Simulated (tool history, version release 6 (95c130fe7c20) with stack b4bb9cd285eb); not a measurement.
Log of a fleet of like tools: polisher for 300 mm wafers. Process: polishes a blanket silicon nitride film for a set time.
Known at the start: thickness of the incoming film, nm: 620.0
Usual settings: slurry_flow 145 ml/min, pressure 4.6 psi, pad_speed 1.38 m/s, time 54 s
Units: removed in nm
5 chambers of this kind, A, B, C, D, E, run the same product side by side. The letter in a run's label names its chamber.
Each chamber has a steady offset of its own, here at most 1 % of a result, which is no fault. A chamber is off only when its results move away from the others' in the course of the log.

run,day,slurry_flow,pressure,pad_speed,time,removed
1C,0.188,145,4.6,1.38,54,162.58
2B,0.367,145,4.6,1.38,54,162.76
# day 0.592: chamber B: worn pad replaced by a new one
3D,0.696,145,4.6,1.38,54,161.86
# day 0.808: chamber A: worn pad replaced by a new one
4A,0.925,145,4.6,1.38,54,162.49
5E,1.083,145,4.6,1.38,54,163.44
# day 1.275: chamber E: worn pad replaced by a new one
6B,1.35,145,4.6,1.38,54,161.02
7E,1.688,145,4.6,1.38,54,164
# day 1.879: chamber C: worn pad replaced by a new one
8D,1.938,145,4.6,1.38,54,160.99
9A,2.088,145,4.6,1.38,54,162.87
# day 2.192: chamber E: head pressure recalibrated
10C,2.262,145,4.6,1.38,54,160.76
11E,2.517,165,5.8,1.38,54,206.97
12A,2.758,165,5.8,1.38,54,208.99
# day 2.917: chamber D: head pressure recalibrated
13D,3.079,165,5.8,1.38,54,205.44
# day 3.183: chamber E: worn pad replaced by a new one
14B,3.238,165,5.8,1.38,54,208.46
15C,3.417,165,5.8,1.38,54,208.45
16D,3.604,145,4.6,1.38,54,160.34
# day 3.775: chamber B: worn pad replaced by a new one
17C,3.946,145,4.6,1.38,54,162.76
# day 4.017: chamber A: worn pad replaced by a new one
18B,4.229,145,4.6,1.38,54,160.59
19A,4.454,145,4.6,1.06,66,161.03
# day 4.8: chamber C: worn pad replaced by a new one
20E,4.8,145,4.6,1.06,66,163.95
# day 4.854: chamber E: worn pad replaced by a new one
21C,5.067,145,4.6,1.06,66,161.21
22A,5.371,145,4.6,1.06,66,160.94
23D,5.579,145,4.6,1.06,66,155.67
24E,5.729,145,4.6,1.38,54,161.9
25B,5.988,145,3.3,1.38,72,155.04
# day 6.088: chamber D: slurry nozzle cleaned
26E,6.138,145,3.3,1.38,72,156.12
# day 6.196: chamber B: slurry nozzle cleaned
# day 6.217: chamber C: head pressure recalibrated
# day 6.262: chamber E: worn pad replaced by a new one
27A,6.467,145,3.3,1.38,72,156.9
28D,6.742,145,3.3,1.38,72,147.44
29C,7.008,145,3.3,1.38,72,154.2
30B,7.288,145,4.6,1.38,54,160.14
# day 7.575: chamber B: worn pad replaced by a new one
31D,7.579,145,4.6,1.38,54,153.2
32E,7.796,145,4.6,1.38,54,162.37
33B,7.954,145,4.6,1.38,43,130.06
# day 8.096: chamber A: worn pad replaced by a new one
34A,8.292,145,4.6,1.38,43,129.46

Next, every chamber runs the same settings. What will each give?
35A,8.538,145,4.6,1.38,54,?
35B,8.538,145,4.6,1.38,54,?
35C,8.538,145,4.6,1.38,54,?
35D,8.538,145,4.6,1.38,54,?
35E,8.538,145,4.6,1.38,54,?

run,removed
35A,161.69
35B,164.02
35C,162.37
35D,152.64
35E,162.24
